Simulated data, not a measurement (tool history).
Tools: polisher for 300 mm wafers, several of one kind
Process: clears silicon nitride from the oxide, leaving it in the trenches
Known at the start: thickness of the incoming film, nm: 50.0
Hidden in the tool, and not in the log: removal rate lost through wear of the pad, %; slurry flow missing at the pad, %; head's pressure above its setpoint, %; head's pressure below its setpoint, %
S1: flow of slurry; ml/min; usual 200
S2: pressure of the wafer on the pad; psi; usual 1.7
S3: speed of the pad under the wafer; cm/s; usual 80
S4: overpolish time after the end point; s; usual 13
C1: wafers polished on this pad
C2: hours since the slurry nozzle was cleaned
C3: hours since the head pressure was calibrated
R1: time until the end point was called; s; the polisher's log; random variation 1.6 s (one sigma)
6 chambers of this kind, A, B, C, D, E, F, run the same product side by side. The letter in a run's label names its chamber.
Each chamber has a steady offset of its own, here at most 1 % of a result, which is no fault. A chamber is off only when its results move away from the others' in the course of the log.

At hour 3.7: chamber F: worn pad replaced by a new one.
Run 1C, hour 3.8: usual settings; C1 249; C2 406; C3 54.8. Result: R1 115.5 s.
Run 2A, hour 6.9: usual settings; C1 595; C2 73.3; C3 509.5. Result: R1 119.39 s.
Run 3E, hour 12.8: usual settings; C1 933; C2 483.6; C3 922.4. Result: R1 117.53 s.
Run 4F, hour 15.8: usual settings; C1 74; C2 1010.1; C3 543.6. Result: R1 117.55 s.
Run 5B, hour 19.5: usual settings; C1 838; C2 24.6; C3 258.1. Result: R1 118.37 s.
At hour 23.7: chamber A: worn pad replaced by a new one.
Run 6D, hour 24.4: usual settings; C1 949; C2 245.5; C3 685.8. Result: R1 118 s.
At hour 26.2: chamber F: slurry nozzle cleaned.
Run 7D, hour 28: usual settings; C1 971; C2 249.1; C3 689.4. Result: R1 121.64 s.
Run 8B, hour 31.7: usual settings; C1 913; C2 36.8; C3 270.3. Result: R1 123.25 s.
Run 9C, hour 37.6: usual settings; C1 456; C2 439.8; C3 88.6. Result: R1 119.86 s.
At hour 38.1: chamber E: worn pad replaced by a new one.
Run 10E, hour 44.4: usual settings but S4 8 s; C1 38; C2 515.2; C3 954. Result: R1 116.24 s.
At hour 44.5: chamber E: head pressure recalibrated.
Run 11A, hour 48.6: usual settings but S4 8 s; C1 152; C2 115; C3 551.2. Result: R1 119.64 s.
At hour 50.2: chamber D: worn pad replaced by a new one.
Run 12F, hour 53.6: usual settings but S4 8 s; C1 305; C2 27.4; C3 581.4. Result: R1 118.51 s.
Run 13A, hour 58.5: usual settings but S4 8 s; C1 213; C2 124.9; C3 561.1. Result: R1 117.84 s.
Run 14B, hour 62.4: usual settings but S4 8 s; C1 1100; C2 67.5; C3 301. Result: R1 122.32 s.
Run 15E, hour 66.3: usual settings but S4 8 s; C1 172; C2 537.1; C3 21.8. Result: R1 118.93 s.
Run 16C, hour 70.5: usual settings; C1 657; C2 472.7; C3 121.5. Result: R1 115.44 s.
At hour 73.4: chamber A: head pressure recalibrated.
Run 17D, hour 74: usual settings; C1 145; C2 295.1; C3 735.4. Result: R1 115.14 s.
Run 18F, hour 80.3: usual settings but S2 1.2 psi, S3 58 cm/s; C1 468; C2 54.1; C3 608.1. Result: R1 239.39 s.
Run 19D, hour 87.2: usual settings but S2 1.2 psi, S3 58 cm/s; C1 226; C2 308.3; C3 748.6. Result: R1 221.57 s.
Run 20B, hour 90.3: usual settings but S2 1.2 psi, S3 58 cm/s; C1 1271; C2 95.4; C3 328.9. Result: R1 236.17 s.
Run 21E, hour 93.4: usual settings but S2 1.2 psi, S3 58 cm/s; C1 338; C2 564.2; C3 48.9. Result: R1 227.74 s.
Run 22F, hour 98.1: usual settings but S2 1.2 psi, S3 58 cm/s; C1 577; C2 71.9; C3 625.9. Result: R1 237.7 s.
At hour 103.3: chamber B: worn pad replaced by a new one.
Run 23A, hour 104.3: usual settings but S2 1.2 psi, S3 58 cm/s; C1 492; C2 170.7; C3 30.9. Result: R1 232.58 s.
Run 24C, hour 108.8: usual settings; C1 891; C2 511; C3 159.8. Result: R1 116.6 s.
Run 25A, hour 112.6: usual settings; C1 543; C2 179; C3 39.2. Result: R1 119.08 s.
Run 26F, hour 116.8: usual settings; C1 691; C2 90.6; C3 644.6. Result: R1 121.91 s.
Run 27C, hour 122: usual settings; C1 972; C2 524.2; C3 173. Result: R1 114.92 s.
Run 28E, hour 126.6: usual settings; C1 541; C2 597.4; C3 82.1. Result: R1 116.35 s.
Run 29B, hour 130.8: usual settings; C1 168; C2 135.9; C3 369.4. Result: R1 120.45 s.
Run 30D, hour 134.2: usual settings; C1 513; C2 355.3; C3 795.6. Result: R1 112.04 s.
Run 31E, hour 140.3: usual settings; C1 624; C2 611.1; C3 95.8. Result: R1 120.58 s.
At hour 144.8: chamber A: worn pad replaced by a new one.
Run 32C, hour 146.3: usual settings; C1 1120; C2 548.5; C3 197.3. Result: R1 112.74 s.
Run 33A, hour 151.9: usual settings; C1 43; C2 218.3; C3 78.5. Result: R1 118.52 s.
Run 34B, hour 156.3: usual settings; C1 323; C2 161.4; C3 394.9. Result: R1 120.28 s.
Run 35D, hour 163.1: usual settings; C1 690; C2 384.2; C3 824.5. Result: R1 108.7 s.
At hour 166: chamber C: worn pad replaced by a new one.
Run 36F, hour 166.4: usual settings; C1 994; C2 140.2; C3 694.2. Result: R1 119.26 s.
Run 37D, hour 170.8: usual settings; C1 737; C2 391.9; C3 832.2. Result: R1 106.47 s.
Run 38B, hour 176.2: usual settings; C1 445; C2 181.3; C3 414.8. Result: R1 120.65 s.
Run 39F, hour 182: usual settings; C1 1089; C2 155.8; C3 709.8. Result: R1 120.23 s.
Run 40C, hour 186.6: usual settings; C1 126; C2 588.8; C3 237.6. Result: R1 117.81 s.
Run 41A, hour 192.9: usual settings; C1 294; C2 259.3; C3 119.5. Result: R1 118.82 s.

All 6 chambers run these settings next. Forecast each chamber's results:
Run 42A, hour 197.8: usual settings. Result: R1 ?.
Run 42B, hour 197.8: usual settings. Result: R1 ?.
Run 42C, hour 197.8: usual settings. Result: R1 ?.
Run 42D, hour 197.8: usual settings. Result: R1 ?.
Run 42E, hour 197.8: usual settings. Result: R1 ?.
Run 42F, hour 197.8: usual settings. Result: R1 ?.

run      R1
42A  117.06
42B  119.53
42C  119.02
42D     106
42E  117.43
42F  118.11

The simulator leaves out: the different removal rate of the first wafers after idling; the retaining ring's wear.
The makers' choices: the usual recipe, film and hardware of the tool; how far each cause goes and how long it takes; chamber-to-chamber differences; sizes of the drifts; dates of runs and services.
